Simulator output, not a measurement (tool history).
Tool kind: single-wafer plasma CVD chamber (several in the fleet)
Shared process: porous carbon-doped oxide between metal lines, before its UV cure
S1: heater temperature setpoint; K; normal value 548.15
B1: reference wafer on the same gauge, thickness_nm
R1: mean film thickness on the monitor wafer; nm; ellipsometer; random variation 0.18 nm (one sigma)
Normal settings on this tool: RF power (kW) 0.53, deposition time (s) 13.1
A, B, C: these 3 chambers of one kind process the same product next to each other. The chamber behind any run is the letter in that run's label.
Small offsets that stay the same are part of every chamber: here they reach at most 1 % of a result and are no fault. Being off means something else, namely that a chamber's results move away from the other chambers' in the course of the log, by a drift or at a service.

{"run": "1A", "hour": 5.3, "S1": 548.15, "RF power (kW)": 0.53, "deposition time (s)": 13.1, "B1": 85.424, "R1": 88.284}
{"run": "2B", "hour": 11.4, "S1": 548.15, "RF power (kW)": 0.53, "deposition time (s)": 13.1, "B1": 85.38, "R1": 88.777}
{"run": "3C", "hour": 14.3, "S1": 548.15, "RF power (kW)": 0.53, "deposition time (s)": 13.1, "B1": 85.42, "R1": 88.989}
{"run": "4A", "hour": 17.3, "S1": 548.15, "RF power (kW)": 0.53, "deposition time (s)": 13.1, "B1": 85.419, "R1": 88.246}
{"run": "5B", "hour": 21.2, "S1": 548.15, "RF power (kW)": 0.59, "deposition time (s)": 14.8, "B1": 85.434, "R1": 107.04}
{"run": "6C", "hour": 27.6, "S1": 548.15, "RF power (kW)": 0.59, "deposition time (s)": 14.8, "B1": 85.388, "R1": 107.37}
{"run": "7C", "hour": 34.4, "S1": 548.15, "RF power (kW)": 0.59, "deposition time (s)": 14.8, "B1": 85.407, "R1": 107.28}
{"run": "8A", "hour": 38.4, "S1": 548.15, "RF power (kW)": 0.53, "deposition time (s)": 13.1, "B1": 85.401, "R1": 88.082}
{"run": "9B", "hour": 44.4, "S1": 548.15, "RF power (kW)": 0.53, "deposition time (s)": 13.1, "B1": 85.39, "R1": 88.825}
{"run": "10C", "hour": 48.1, "S1": 548.15, "RF power (kW)": 0.53, "deposition time (s)": 13.1, "B1": 85.362, "R1": 88.786}
{"hour": 52.2, "done": "chamber B: thermocouple changed; heater temperature recalibrated"}
{"run": "11A", "hour": 52.3, "S1": 543.15, "RF power (kW)": 0.53, "deposition time (s)": 13.1, "B1": 85.406, "R1": 91.094}
{"run": "12B", "hour": 57.5, "S1": 543.15, "RF power (kW)": 0.53, "deposition time (s)": 13.1, "B1": 85.419, "R1": 93.537}
{"run": "13C", "hour": 63.9, "S1": 543.15, "RF power (kW)": 0.53, "deposition time (s)": 13.1, "B1": 85.419, "R1": 91.799}
{"run": "14A", "hour": 69.2, "S1": 548.15, "RF power (kW)": 0.53, "deposition time (s)": 13.1, "B1": 85.357, "R1": 88.32}
{"run": "15B", "hour": 74.7, "S1": 548.15, "RF power (kW)": 0.53, "deposition time (s)": 13.1, "B1": 85.461, "R1": 90.207}
{"run": "16B", "hour": 79.2, "S1": 548.15, "RF power (kW)": 0.53, "deposition time (s)": 13.1, "B1": 85.415, "R1": 89.897}
{"run": "17A", "hour": 82.9, "S1": 553.15, "RF power (kW)": 0.445, "deposition time (s)": 13.1, "B1": 85.43, "R1": 75.479}
{"run": "18C", "hour": 88.9, "S1": 553.15, "RF power (kW)": 0.445, "deposition time (s)": 13.1, "B1": 85.397, "R1": 76.319}
{"run": "19C", "hour": 92.0, "S1": 553.15, "RF power (kW)": 0.445, "deposition time (s)": 13.1, "B1": 85.367, "R1": 76.53}
{"run": "20A", "hour": 97.2, "S1": 548.15, "RF power (kW)": 0.53, "deposition time (s)": 13.1, "B1": 85.322, "R1": 88.1}
{"run": "21B", "hour": 102.9, "S1": 548.15, "RF power (kW)": 0.53, "deposition time (s)": 13.1, "B1": 85.349, "R1": 90.335}
{"run": "22C", "hour": 107.6, "S1": 548.15, "RF power (kW)": 0.53, "deposition time (s)": 13.1, "B1": 85.379, "R1": 88.941}
{"run": "23B", "hour": 114.1, "S1": 548.15, "RF power (kW)": 0.53, "deposition time (s)": 13.1, "B1": 85.428, "R1": 90.011}

Which is it: a chamber that has drifted or been left off by a service, a gauge drift common to all chambers, or only each chamber's usual small offset? If a chamber is off, name it and its likeliest cause.

Chamber B has stood off from the others ever since a service on it.
Most likely cause: wafer temperature below the value expected at the setpoint (K) = 2.95.

Here are 4 candidates for chamber B's next run, each the usual settings with a change, their results left as question marks. Which one brings its results back in line with what the others give on the usual settings?
In-line tolerance around the mean of the other chambers on the usual settings: R1 0.71 nm
{"run": "24B-1", "hour": 119.0, "S1": 548.15, "RF power (kW)": 0.525, "deposition time (s)": 12.9, "R1": "?"}
{"run": "24B-2", "hour": 119.0, "S1": 548.15, "RF power (kW)": 0.53, "deposition time (s)": 13, "R1": "?"}
{"run": "24B-3", "hour": 119.0, "S1": 548.15, "RF power (kW)": 0.53, "deposition time (s)": 13.2, "R1": "?"}
{"run": "24B-4", "hour": 119.0, "S1": 548.15, "RF power (kW)": 0.545, "deposition time (s)": 13.1, "R1": "?"}

Usual-settings mean across the other chambers: R1 88.546 nm
run=24B-1 R1=88.369
run=24B-2 R1=89.586
run=24B-3 R1=90.915
run=24B-4 R1=91.921
The right change is 24B-1: it brings the chamber back within the allowed miss of the others.
